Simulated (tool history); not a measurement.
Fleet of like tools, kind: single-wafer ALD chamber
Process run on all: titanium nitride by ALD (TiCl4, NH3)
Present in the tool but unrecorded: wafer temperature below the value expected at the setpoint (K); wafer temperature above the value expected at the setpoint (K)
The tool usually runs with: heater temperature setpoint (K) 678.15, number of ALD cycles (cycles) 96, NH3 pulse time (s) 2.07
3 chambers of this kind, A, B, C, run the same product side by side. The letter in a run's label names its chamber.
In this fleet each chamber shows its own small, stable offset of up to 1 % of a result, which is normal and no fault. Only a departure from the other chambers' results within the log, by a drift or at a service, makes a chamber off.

run   hour  heater temperature setpoint (K)  number of ALD cycles (cycles)  NH3 pulse time (s)  hours since the last thermocouple change  read-back reference wafer on the same gauge, thickness_nm  mean film thickness on the monitor wafer (angstrom)
 1B    7.1                           678.15                             96                2.07                                    2620.8                                                     2.5417                                               21.216
      18.5  -- chamber C: thermocouple changed; heater temperature recalibrated
 2C   20.0                           678.15                             96                2.07                                       1.5                                                     2.5413                                               21.247
 3A   30.4                           678.15                             96                2.07                                    1557.0                                                     2.5434                                               21.133
 4C   39.3                           678.15                             96                2.07                                      20.8                                                     2.5424                                               21.213
 5B   47.1                           678.15                             96                2.07                                    2660.8                                                     2.5393                                               21.075
      50.4  -- chamber B: thermocouple changed; heater temperature recalibrated
 6A   60.6                           678.15                             96                2.07                                    1587.2                                                     2.5399                                               21.125
 7A   74.2                           678.15                             80                2.43                                    1600.8                                                     2.5415                                               17.803
 8C   83.0                           678.15                             80                2.43                                      64.5                                                     2.5403                                               17.710
 9B   94.9                           678.15                             80                2.43                                      44.6                                                     2.5423                                               17.552
10C  109.8                           678.15                             96                2.07                                      91.3                                                     2.5359                                               21.364
11B  116.8                           678.15                             96                2.07                                      66.5                                                     2.5368                                               21.084
12A  124.7                           678.15                             96                2.07                                    1651.3                                                     2.5409                                               21.139
13B  134.7                           678.15                             96                2.07                                      84.4                                                     2.5430                                               21.110
14C  149.1                           678.15                             96                1.49                                     130.6                                                     2.5431                                               20.905
15A  159.9                           678.15                             96                1.49                                    1686.5                                                     2.5405                                               20.859
16B  167.8                           678.15                             96                1.49                                     117.5                                                     2.5396                                               20.779
17C  176.2                           678.15                             96                2.07                                     157.7                                                     2.5405                                               21.076
18A  187.7                           678.15                             96                2.07                                    1714.3                                                     2.5405                                               21.076
19A  201.1                           678.15                             96                2.07                                    1727.7                                                     2.5427                                               21.061
20C  208.6                           678.15                             96                2.07                                     190.1                                                     2.5408                                               21.224
21B  220.8                           678.15                             96                2.07                                     170.5                                                     2.5435                                               21.146
22A  229.8                           678.15                             96                2.07                                    1756.4                                                     2.5412                                               21.172
23B  243.2                           678.15                             96                2.07                                     192.9                                                     2.5421                                               21.066
24C  252.4                           678.15                             96                2.07                                     233.9                                                     2.5376                                               21.296
25B  264.8                           678.15                             96                2.07                                     214.5                                                     2.5419                                               21.184
26C  273.1                           687.15                             96                2.07                                     254.6                                                     2.5405                                               21.166
27A  282.3                           687.15                             96                2.07                                    1808.9                                                     2.5436                                               21.011
28A  294.6                           687.15                             96                2.07                                    1821.2                                                     2.5372                                               21.316
29C  308.4                           678.15                             96                2.07                                     289.9                                                     2.5410                                               21.157
30B  323.6                           678.15                             96                2.07                                     273.3                                                     2.5386                                               21.223
31A  332.6                           678.15                             96                2.07                                    1859.2                                                     2.5415                                               21.138
32C  345.2                           678.15                             96                2.07                                     326.7                                                     2.5404                                               21.132
33B  357.1                           678.15                             96                2.07                                     306.8                                                     2.5415                                               21.004
34B  365.7                           678.15                             96                2.07                                     315.4                                                     2.5376                                               21.019
35C  379.9                           668.15                             86                2.07                                     361.4                                                     2.5407                                               18.938
36A  392.2                           668.15                             86                2.07                                    1918.8                                                     2.5389                                               18.848
37B  402.4                           668.15                             86                2.07                                     352.1                                                     2.5420                                               18.626
38A  414.5                           678.15                             96                2.07                                    1941.1                                                     2.5390                                               21.149
39C  426.3                           678.15                             96                2.07                                     407.8                                                     2.5375                                               20.903
40B  439.6                           678.15                             96                2.07                                     389.3                                                     2.5392                                               21.024
41A  447.8                           678.15                             96                2.07                                    1974.4                                                     2.5405                                               21.144
42C  461.0                           678.15                             96                2.07                                     442.5                                                     2.5435                                               21.166
43A  475.4                           678.15                             96                2.07                                    2002.0                                                     2.5396                                               21.119
44B  489.1                           678.15                             96                2.07                                     438.8                                                     2.5396                                               20.966

Does one chamber stand apart from the rest, does the shared gauge drift, or is all well apart from small per-chamber offsets? Give the chamber and the most likely cause, where there is one.

The fleet is healthy, with each chamber sitting at its usual small offset and no drift in the gauge.

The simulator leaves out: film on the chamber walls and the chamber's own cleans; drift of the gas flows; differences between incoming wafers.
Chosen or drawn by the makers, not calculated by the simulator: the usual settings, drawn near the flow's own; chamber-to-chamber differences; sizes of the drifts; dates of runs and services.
